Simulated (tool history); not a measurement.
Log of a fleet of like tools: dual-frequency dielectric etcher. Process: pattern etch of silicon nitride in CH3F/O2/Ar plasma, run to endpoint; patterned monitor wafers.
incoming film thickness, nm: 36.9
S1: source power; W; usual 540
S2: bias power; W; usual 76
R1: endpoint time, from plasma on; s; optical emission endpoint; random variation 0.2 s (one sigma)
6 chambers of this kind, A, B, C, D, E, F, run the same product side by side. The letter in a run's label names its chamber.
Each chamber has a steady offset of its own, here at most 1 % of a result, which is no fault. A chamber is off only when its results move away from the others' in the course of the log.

{"run": "1D", "hour": 3.2, "S1": 540, "S2": 76, "R1": 46.693}
{"run": "2A", "hour": 6.6, "S1": 540, "S2": 76, "R1": 46.981}
{"run": "3E", "hour": 10.8, "S1": 540, "S2": 76, "R1": 46.627}
{"run": "4F", "hour": 13.7, "S1": 540, "S2": 76, "R1": 46.541}
{"run": "5B", "hour": 15.9, "S1": 540, "S2": 76, "R1": 46.905}
{"run": "6C", "hour": 20.2, "S1": 540, "S2": 76, "R1": 46.549}
{"run": "7F", "hour": 22.7, "S1": 540, "S2": 76, "R1": 47.09}
{"run": "8A", "hour": 24.6, "S1": 540, "S2": 76, "R1": 46.917}
{"run": "9B", "hour": 27.7, "S1": 540, "S2": 76, "R1": 46.962}
{"run": "10C", "hour": 31.8, "S1": 540, "S2": 76, "R1": 46.575}
{"run": "11D", "hour": 36.1, "S1": 540, "S2": 76, "R1": 47.172}
{"run": "12E", "hour": 38.4, "S1": 540, "S2": 76, "R1": 46.681}
{"run": "13E", "hour": 40.5, "S1": 540, "S2": 76, "R1": 46.451}
{"hour": 41.4, "done": "chamber B: wet clean of the chamber"}
{"hour": 42.8, "done": "chamber A: source power generator calibrated"}
{"run": "14B", "hour": 43.4, "S1": 540, "S2": 76, "R1": 47.095}
{"run": "15D", "hour": 45.7, "S1": 540, "S2": 76, "R1": 47.145}
{"run": "16C", "hour": 48.6, "S1": 540, "S2": 76, "R1": 46.519}
{"run": "17F", "hour": 50.5, "S1": 590, "S2": 65, "R1": 47.44}
{"run": "18A", "hour": 53.1, "S1": 590, "S2": 65, "R1": 48.006}
{"run": "19A", "hour": 55.5, "S1": 590, "S2": 65, "R1": 47.798}
{"run": "20F", "hour": 57.5, "S1": 590, "S2": 65, "R1": 47.853}
{"run": "21D", "hour": 60.5, "S1": 590, "S2": 65, "R1": 47.897}
{"run": "22B", "hour": 63.0, "S1": 590, "S2": 65, "R1": 47.709}
{"hour": 65.2, "done": "chamber E: wet clean of the chamber"}
{"run": "23C", "hour": 67.1, "S1": 540, "S2": 76, "R1": 46.331}
{"run": "24E", "hour": 70.2, "S1": 540, "S2": 76, "R1": 46.975}
{"run": "25A", "hour": 74.5, "S1": 540, "S2": 76, "R1": 47.559}
{"run": "26E", "hour": 76.6, "S1": 540, "S2": 76, "R1": 46.505}
{"run": "27C", "hour": 79.5, "S1": 540, "S2": 76, "R1": 46.4}
{"run": "28B", "hour": 81.5, "S1": 540, "S2": 76, "R1": 47.066}
{"run": "29F", "hour": 85.3, "S1": 540, "S2": 76, "R1": 46.649}
{"run": "30D", "hour": 88.9, "S1": 540, "S2": 58, "R1": 51.095}
{"run": "31A", "hour": 92.9, "S1": 540, "S2": 58, "R1": 52.096}
{"run": "32E", "hour": 97.2, "S1": 540, "S2": 58, "R1": 51.021}
{"run": "33B", "hour": 99.8, "S1": 540, "S2": 58, "R1": 52.077}
{"run": "34C", "hour": 101.8, "S1": 540, "S2": 58, "R1": 51.004}
{"run": "35F", "hour": 106.0, "S1": 540, "S2": 58, "R1": 51.083}
{"run": "36D", "hour": 108.2, "S1": 540, "S2": 76, "R1": 46.8}
{"run": "37A", "hour": 110.2, "S1": 540, "S2": 76, "R1": 48.134}
{"run": "38C", "hour": 113.2, "S1": 540, "S2": 76, "R1": 46.665}
{"run": "39B", "hour": 116.8, "S1": 590, "S2": 76, "R1": 45.521}
{"run": "40F", "hour": 118.9, "S1": 590, "S2": 76, "R1": 45.078}
{"run": "41D", "hour": 123.1, "S1": 590, "S2": 76, "R1": 45.561}
{"run": "42E", "hour": 126.5, "S1": 590, "S2": 76, "R1": 45.052}
{"run": "43D", "hour": 129.9, "S1": 590, "S2": 76, "R1": 45.434}
{"run": "44A", "hour": 132.0, "S1": 590, "S2": 76, "R1": 47.34}

What goes on in this fleet: one chamber off, a drifting gauge, or nothing beyond the chambers' own small offsets? Name the chamber and the cause, if any.

Chamber A drifts away from the others.
Cause: etch rate under this chamber's usual, % = 3.29.

Here are 4 candidates for chamber A's next run, each the usual settings with a change, their results left as question marks. Which one brings its results back in line with what the others give on the usual settings?
In line means no further than this from the other chambers' mean on the usual settings: R1 0.71 s
{"run": "45A-1", "hour": 135.1, "S1": 540, "S2": 92, "R1": "?"}
{"run": "45A-2", "hour": 135.1, "S1": 490, "S2": 70, "R1": "?"}
{"run": "45A-3", "hour": 135.1, "S1": 540, "S2": 84, "R1": "?"}
{"run": "45A-4", "hour": 135.1, "S1": 490, "S2": 76, "R1": "?"}

The other chambers' mean on the usual settings: R1 46.792 s
run=45A-1 R1=45.432
run=45A-2 R1=51.817
run=45A-3 R1=46.915
run=45A-4 R1=50.381
45A-3 brings the chamber back in line.
